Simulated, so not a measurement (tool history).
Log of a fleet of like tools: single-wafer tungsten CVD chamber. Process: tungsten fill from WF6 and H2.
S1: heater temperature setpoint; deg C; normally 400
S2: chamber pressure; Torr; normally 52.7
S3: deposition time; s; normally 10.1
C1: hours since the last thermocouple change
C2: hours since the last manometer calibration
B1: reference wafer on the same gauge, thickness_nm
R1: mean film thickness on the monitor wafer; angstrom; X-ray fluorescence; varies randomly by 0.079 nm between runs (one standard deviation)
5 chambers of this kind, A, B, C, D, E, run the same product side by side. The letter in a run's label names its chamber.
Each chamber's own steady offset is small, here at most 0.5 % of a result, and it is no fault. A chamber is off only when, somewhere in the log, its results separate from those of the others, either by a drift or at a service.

{"run": "1B", "hour": 3.8, "S1": 400, "S2": 52.7, "S3": 10.1, "C1": 800.5, "C2": 682.9, "B1": 36.626, "R1": 380.01}
{"run": "2D", "hour": 7.9, "S1": 400, "S2": 52.7, "S3": 10.1, "C1": 576.9, "C2": 45.7, "B1": 36.603, "R1": 379.8}
{"run": "3E", "hour": 11.6, "S1": 400, "S2": 52.7, "S3": 10.1, "C1": 1671.8, "C2": 1039.6, "B1": 36.594, "R1": 378.38}
{"run": "4C", "hour": 15.9, "S1": 400, "S2": 52.7, "S3": 10.1, "C1": 1797.7, "C2": 1238.7, "B1": 36.599, "R1": 381.28}
{"run": "5A", "hour": 21.5, "S1": 400, "S2": 52.7, "S3": 10.1, "C1": 831.6, "C2": 89.9, "B1": 36.617, "R1": 379.21}
{"run": "6E", "hour": 25.7, "S1": 400, "S2": 42.7, "S3": 8.7, "C1": 1685.9, "C2": 1053.7, "B1": 36.601, "R1": 296.42}
{"run": "7C", "hour": 31.2, "S1": 400, "S2": 42.7, "S3": 8.7, "C1": 1813.0, "C2": 1254.0, "B1": 36.603, "R1": 297.06}
{"run": "8A", "hour": 35.6, "S1": 400, "S2": 42.7, "S3": 8.7, "C1": 845.7, "C2": 104.0, "B1": 36.613, "R1": 294.78}
{"run": "9D", "hour": 40.2, "S1": 400, "S2": 42.7, "S3": 8.7, "C1": 609.2, "C2": 78.0, "B1": 36.593, "R1": 297.07}
{"run": "10B", "hour": 43.5, "S1": 400, "S2": 42.7, "S3": 8.7, "C1": 840.2, "C2": 722.6, "B1": 36.603, "R1": 298.11}
{"run": "11E", "hour": 47.7, "S1": 400, "S2": 52.7, "S3": 10.1, "C1": 1707.9, "C2": 1075.7, "B1": 36.584, "R1": 379.03}
{"run": "12B", "hour": 51.5, "S1": 400, "S2": 52.7, "S3": 10.1, "C1": 848.2, "C2": 730.6, "B1": 36.603, "R1": 382.04}
{"run": "13D", "hour": 56.4, "S1": 391, "S2": 40.1, "S3": 10.1, "C1": 625.4, "C2": 94.2, "B1": 36.604, "R1": 282.81}
{"run": "14C", "hour": 59.8, "S1": 391, "S2": 40.1, "S3": 10.1, "C1": 1841.6, "C2": 1282.6, "B1": 36.618, "R1": 283.65}
{"run": "15A", "hour": 64.4, "S1": 391, "S2": 40.1, "S3": 10.1, "C1": 874.5, "C2": 132.8, "B1": 36.615, "R1": 281.07}
{"run": "16A", "hour": 69.1, "S1": 391, "S2": 40.1, "S3": 10.1, "C1": 879.2, "C2": 137.5, "B1": 36.606, "R1": 280.8}
{"hour": 74.0, "done": "chamber C: thermocouple changed; heater temperature recalibrated"}
{"run": "17E", "hour": 74.8, "S1": 391, "S2": 40.1, "S3": 10.1, "C1": 1735.0, "C2": 1102.8, "B1": 36.585, "R1": 281.98}
{"run": "18C", "hour": 77.5, "S1": 400, "S2": 52.7, "S3": 10.1, "C1": 3.6, "C2": 1300.3, "B1": 36.598, "R1": 391.05}
{"run": "19B", "hour": 81.9, "S1": 400, "S2": 52.7, "S3": 10.1, "C1": 878.6, "C2": 761.0, "B1": 36.612, "R1": 379.53}
{"run": "20D", "hour": 87.7, "S1": 400, "S2": 52.7, "S3": 10.1, "C1": 656.7, "C2": 125.5, "B1": 36.571, "R1": 376.79}
{"run": "21E", "hour": 91.3, "S1": 407, "S2": 41.3, "S3": 10.1, "C1": 1751.5, "C2": 1119.3, "B1": 36.591, "R1": 384.17}
{"run": "22A", "hour": 94.7, "S1": 407, "S2": 41.3, "S3": 10.1, "C1": 904.8, "C2": 163.1, "B1": 36.602, "R1": 383.2}
{"run": "23C", "hour": 98.8, "S1": 407, "S2": 41.3, "S3": 10.1, "C1": 24.9, "C2": 1321.6, "B1": 36.597, "R1": 393.73}
{"run": "24B", "hour": 104.7, "S1": 407, "S2": 41.3, "S3": 10.1, "C1": 901.4, "C2": 783.8, "B1": 36.604, "R1": 386.23}
{"run": "25D", "hour": 109.6, "S1": 407, "S2": 41.3, "S3": 10.1, "C1": 678.6, "C2": 147.4, "B1": 36.586, "R1": 384.35}
{"run": "26E", "hour": 114.7, "S1": 400, "S2": 52.7, "S3": 10.1, "C1": 1774.9, "C2": 1142.7, "B1": 36.609, "R1": 378.35}
{"run": "27C", "hour": 118.7, "S1": 400, "S2": 52.7, "S3": 10.1, "C1": 44.8, "C2": 1341.5, "B1": 36.595, "R1": 390.62}
{"run": "28B", "hour": 124.3, "S1": 400, "S2": 52.7, "S3": 10.1, "C1": 921.0, "C2": 803.4, "B1": 36.615, "R1": 381.83}
{"run": "29A", "hour": 130.0, "S1": 400, "S2": 52.7, "S3": 10.1, "C1": 940.1, "C2": 198.4, "B1": 36.612, "R1": 380.06}
{"run": "30D", "hour": 134.1, "S1": 400, "S2": 52.7, "S3": 10.1, "C1": 703.1, "C2": 171.9, "B1": 36.591, "R1": 379.19}
{"run": "31D", "hour": 139.9, "S1": 400, "S2": 52.7, "S3": 10.1, "C1": 708.9, "C2": 177.7, "B1": 36.609, "R1": 378.69}
{"run": "32A", "hour": 143.4, "S1": 400, "S2": 52.7, "S3": 10.1, "C1": 953.5, "C2": 211.8, "B1": 36.605, "R1": 379.01}
{"run": "33E", "hour": 146.4, "S1": 400, "S2": 52.7, "S3": 10.1, "C1": 1806.6, "C2": 1174.4, "B1": 36.6, "R1": 377.0}
{"run": "34B", "hour": 150.2, "S1": 400, "S2": 52.7, "S3": 10.1, "C1": 946.9, "C2": 829.3, "B1": 36.599, "R1": 382.28}
{"run": "35C", "hour": 154.4, "S1": 400, "S2": 52.7, "S3": 10.1, "C1": 80.5, "C2": 1377.2, "B1": 36.609, "R1": 387.88}
{"run": "36C", "hour": 157.1, "S1": 400, "S2": 52.7, "S3": 10.1, "C1": 83.2, "C2": 1379.9, "B1": 36.599, "R1": 389.71}
{"run": "37A", "hour": 161.9, "S1": 400, "S2": 52.7, "S3": 10.1, "C1": 972.0, "C2": 230.3, "B1": 36.589, "R1": 379.63}
{"run": "38D", "hour": 165.3, "S1": 400, "S2": 52.7, "S3": 10.1, "C1": 734.3, "C2": 203.1, "B1": 36.602, "R1": 379.79}
{"run": "39B", "hour": 170.2, "S1": 400, "S2": 52.7, "S3": 10.1, "C1": 966.9, "C2": 849.3, "B1": 36.592, "R1": 381.15}

Decide between three cases: one chamber stands off from its peers, the gauge reading all wafers drifts, or nothing is wrong past each chamber's small offset. Where a chamber is off, say which and what most likely put it there.

Chamber C came out of a service off from its peers and stayed that way.
Cause: wafer temperature above the value expected at the setpoint (K) = 1.22.

Here are 4 candidates for chamber C's next run, each the usual settings with a change, their results left as question marks. Which one brings its results back in line with what the others give on the usual settings?
To be in line, a result may differ from the other chambers' mean on the usual settings by at most: R1 3.00 angstrom
{"run": "40C-1", "hour": 174.5, "S1": 401, "S2": 52.7, "S3": 10.2, "R1": "?"}
{"run": "40C-2", "hour": 174.5, "S1": 400, "S2": 54.0, "S3": 10.5, "R1": "?"}
{"run": "40C-3", "hour": 174.5, "S1": 400, "S2": 52.7, "S3": 9.8, "R1": "?"}
{"run": "40C-4", "hour": 174.5, "S1": 398, "S2": 51.8, "S3": 10.1, "R1": "?"}

Average result of the remaining chambers running the usual settings: R1 379.09 angstrom
run=40C-1 R1=401.06
run=40C-2 R1=409.94
run=40C-3 R1=378.39
run=40C-4 R1=373.06
With 40C-3, the chamber falls back in line with the rest.
